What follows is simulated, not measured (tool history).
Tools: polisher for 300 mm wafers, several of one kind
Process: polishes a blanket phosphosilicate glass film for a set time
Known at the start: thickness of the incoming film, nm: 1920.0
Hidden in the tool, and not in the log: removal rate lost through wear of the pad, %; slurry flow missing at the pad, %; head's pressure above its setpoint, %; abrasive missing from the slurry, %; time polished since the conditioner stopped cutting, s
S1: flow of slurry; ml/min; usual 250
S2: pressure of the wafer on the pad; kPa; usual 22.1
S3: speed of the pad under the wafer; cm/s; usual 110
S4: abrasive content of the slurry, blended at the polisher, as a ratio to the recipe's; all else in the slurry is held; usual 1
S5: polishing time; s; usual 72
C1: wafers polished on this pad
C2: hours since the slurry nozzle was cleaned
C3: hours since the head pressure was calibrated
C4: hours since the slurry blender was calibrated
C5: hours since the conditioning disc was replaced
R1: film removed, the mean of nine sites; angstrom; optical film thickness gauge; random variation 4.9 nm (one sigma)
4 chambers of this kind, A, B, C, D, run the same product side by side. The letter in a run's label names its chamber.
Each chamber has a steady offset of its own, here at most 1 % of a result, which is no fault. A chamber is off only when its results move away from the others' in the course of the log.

run 1D hour=5.1 | S1=250 S2=22.1 S3=110 S4=1 S5=72 | C1=375 C2=400 C3=213.6 C4=190.9 C5=354.3 | R1=6511.4
-- hour=6.6 chamber D: conditioning disc replaced and pad reconditioned
run 2B hour=9.6 | S1=250 S2=22.1 S3=110 S4=1 S5=72 | C1=118 C2=300.2 C3=386.6 C4=69.4 C5=72.7 | R1=6621.5
-- hour=9.7 chamber C: conditioning disc replaced and pad reconditioned
-- hour=10 chamber D: slurry nozzle cleaned
run 3A hour=12.9 | S1=250 S2=22.1 S3=110 S4=1 S5=72 | C1=131 C2=478.1 C3=435.6 C4=139.2 C5=101.4 | R1=6429.5
run 4C hour=18.7 | S1=250 S2=22.1 S3=110 S4=1 S5=72 | C1=317 C2=210.1 C3=1054.2 C4=116.9 C5=9 | R1=6382.9
-- hour=20 chamber D: worn pad replaced by a new one
run 5D hour=25.4 | S1=250 S2=22.1 S3=110 S4=1 S5=72 | C1=48 C2=15.4 C3=233.9 C4=211.2 C5=18.8 | R1=6558.6
run 6A hour=28.8 | S1=250 S2=22.1 S3=110 S4=1 S5=72 | C1=273 C2=494 C3=451.5 C4=155.1 C5=117.3 | R1=6496.6
-- hour=32.3 chamber C: slurry nozzle cleaned
run 7C hour=32.4 | S1=250 S2=22.1 S3=110 S4=1 S5=72 | C1=440 C2=0.2 C3=1067.9 C4=130.6 C5=22.7 | R1=6515.9
run 8B hour=36 | S1=250 S2=22.1 S3=110 S4=1 S5=72 | C1=354 C2=326.6 C3=413 C4=95.8 C5=99.1 | R1=6504.2
-- hour=37.3 chamber C: worn pad replaced by a new one
run 9C hour=40 | S1=250 S2=22.1 S3=110 S4=1 S5=72 | C1=24 C2=7.8 C3=1075.5 C4=138.2 C5=30.3 | R1=6457.2
run 10D hour=45.9 | S1=250 S2=22.1 S3=110 S4=1 S5=72 | C1=231 C2=35.9 C3=254.4 C4=231.7 C5=39.3 | R1=6417.7
-- hour=48.8 chamber B: worn pad replaced by a new one
run 11B hour=50.1 | S1=250 S2=22.1 S3=110 S4=1 S5=72 | C1=12 C2=340.7 C3=427.1 C4=109.9 C5=113.2 | R1=6427.9
run 12A hour=55.4 | S1=250 S2=22.1 S3=110 S4=1 S5=72 | C1=511 C2=520.6 C3=478.1 C4=181.7 C5=143.9 | R1=6426
-- hour=61.6 chamber A: worn pad replaced by a new one
run 13A hour=62.2 | S1=250 S2=22.1 S3=110 S4=1 S5=72 | C1=5 C2=527.4 C3=484.9 C4=188.5 C5=150.7 | R1=6361.8
run 14B hour=68.8 | S1=250 S2=27.6 S3=110 S4=1 S5=72 | C1=179 C2=359.4 C3=445.8 C4=128.6 C5=131.9 | R1=8028.4
-- hour=68.9 chamber D: worn pad replaced by a new one
run 15D hour=72.5 | S1=250 S2=27.6 S3=110 S4=1 S5=72 | C1=32 C2=62.5 C3=281 C4=258.3 C5=65.9 | R1=8045.5
run 16C hour=77.9 | S1=250 S2=27.6 S3=110 S4=1 S5=72 | C1=363 C2=45.7 C3=1113.4 C4=176.1 C5=68.2 | R1=8039.5
run 17D hour=81.1 | S1=250 S2=27.6 S3=110 S4=1 S5=72 | C1=109 C2=71.1 C3=289.6 C4=266.9 C5=74.5 | R1=8105.8
-- hour=83.5 chamber B: slurry nozzle cleaned
run 18C hour=85.3 | S1=250 S2=22.1 S3=110 S4=1 S5=72 | C1=429 C2=53.1 C3=1120.8 C4=183.5 C5=75.6 | R1=6396.5
-- hour=89.6 chamber C: worn pad replaced by a new one
run 19A hour=92 | S1=250 S2=22.1 S3=110 S4=1 S5=72 | C1=272 C2=557.2 C3=514.7 C4=218.3 C5=180.5 | R1=6374.2
-- hour=94.1 chamber A: head pressure recalibrated
-- hour=94.2 chamber A: slurry blender recalibrated
run 20B hour=98.3 | S1=250 S2=22.1 S3=88 S4=1 S5=72 | C1=443 C2=14.8 C3=475.3 C4=158.1 C5=161.4 | R1=5404.4
run 21D hour=101.8 | S1=250 S2=22.1 S3=88 S4=1 S5=72 | C1=294 C2=91.8 C3=310.3 C4=287.6 C5=95.2 | R1=5349.2
run 22C hour=106.3 | S1=250 S2=22.1 S3=88 S4=1 S5=72 | C1=149 C2=74.1 C3=1141.8 C4=204.5 C5=96.6 | R1=5343.8
-- hour=108.5 chamber C: head pressure recalibrated
run 23B hour=111 | S1=250 S2=22.1 S3=88 S4=1 S5=72 | C1=556 C2=27.5 C3=488 C4=170.8 C5=174.1 | R1=5426
-- hour=112.9 chamber A: conditioning disc replaced and pad reconditioned
run 24A hour=114.1 | S1=250 S2=22.1 S3=110 S4=1 S5=72 | C1=469 C2=579.3 C3=20.1 C4=19.9 C5=1.2 | R1=6969
-- hour=115.1 chamber C: conditioning disc replaced and pad reconditioned
run 25B hour=118.6 | S1=250 S2=22.1 S3=110 S4=1 S5=90 | C1=624 C2=35.1 C3=495.6 C4=178.4 C5=181.7 | R1=8016.3
-- hour=118.7 chamber B: worn pad replaced by a new one
run 26D hour=121.8 | S1=250 S2=22.1 S3=110 S4=1 S5=90 | C1=473 C2=111.8 C3=330.3 C4=307.6 C5=115.2 | R1=8133.9
-- hour=123.4 chamber D: worn pad replaced by a new one
-- hour=126.2 chamber A: worn pad replaced by a new one
run 27C hour=126.7 | S1=250 S2=22.1 S3=110 S4=1 S5=90 | C1=331 C2=94.5 C3=18.3 C4=224.9 C5=11.6 | R1=7977.5
run 28A hour=132.1 | S1=250 S2=22.1 S3=110 S4=1 S5=90 | C1=52 C2=597.3 C3=38.1 C4=37.9 C5=19.2 | R1=8717.9
run 29C hour=137.1 | S1=250 S2=22.1 S3=110 S4=1 S5=72 | C1=424 C2=104.9 C3=28.7 C4=235.3 C5=22 | R1=6455
run 30B hour=140.4 | S1=250 S2=22.1 S3=110 S4=1 S5=72 | C1=194 C2=56.9 C3=517.4 C4=200.2 C5=203.5 | R1=6471.7
run 31D hour=144.5 | S1=250 S2=22.1 S3=110 S4=1 S5=72 | C1=188 C2=134.5 C3=353 C4=330.3 C5=137.9 | R1=6495.4
run 32A hour=151.4 | S1=250 S2=22.1 S3=110 S4=1 S5=72 | C1=225 C2=616.6 C3=57.4 C4=57.2 C5=38.5 | R1=6941.8
-- hour=153.7 chamber C: worn pad replaced by a new one
run 33C hour=158.2 | S1=250 S2=22.1 S3=110 S4=1 S5=72 | C1=40 C2=126 C3=49.8 C4=256.4 C5=43.1 | R1=6345.2
run 34B hour=165.2 | S1=250 S2=22.1 S3=110 S4=1 S5=72 | C1=416 C2=81.7 C3=542.2 C4=225 C5=228.3 | R1=6502.7

Next, every chamber runs the same settings. What will each give?
run 35A hour=170.3 | S1=250 S2=22.1 S3=110 S4=1 S5=72 | R1=?
run 35B hour=170.3 | S1=250 S2=22.1 S3=110 S4=1 S5=72 | R1=?
run 35C hour=170.3 | S1=250 S2=22.1 S3=110 S4=1 S5=72 | R1=?
run 35D hour=170.3 | S1=250 S2=22.1 S3=110 S4=1 S5=72 | R1=?

run=35A R1=6992.5
run=35B R1=6391.8
run=35C R1=6403
run=35D R1=6584.8
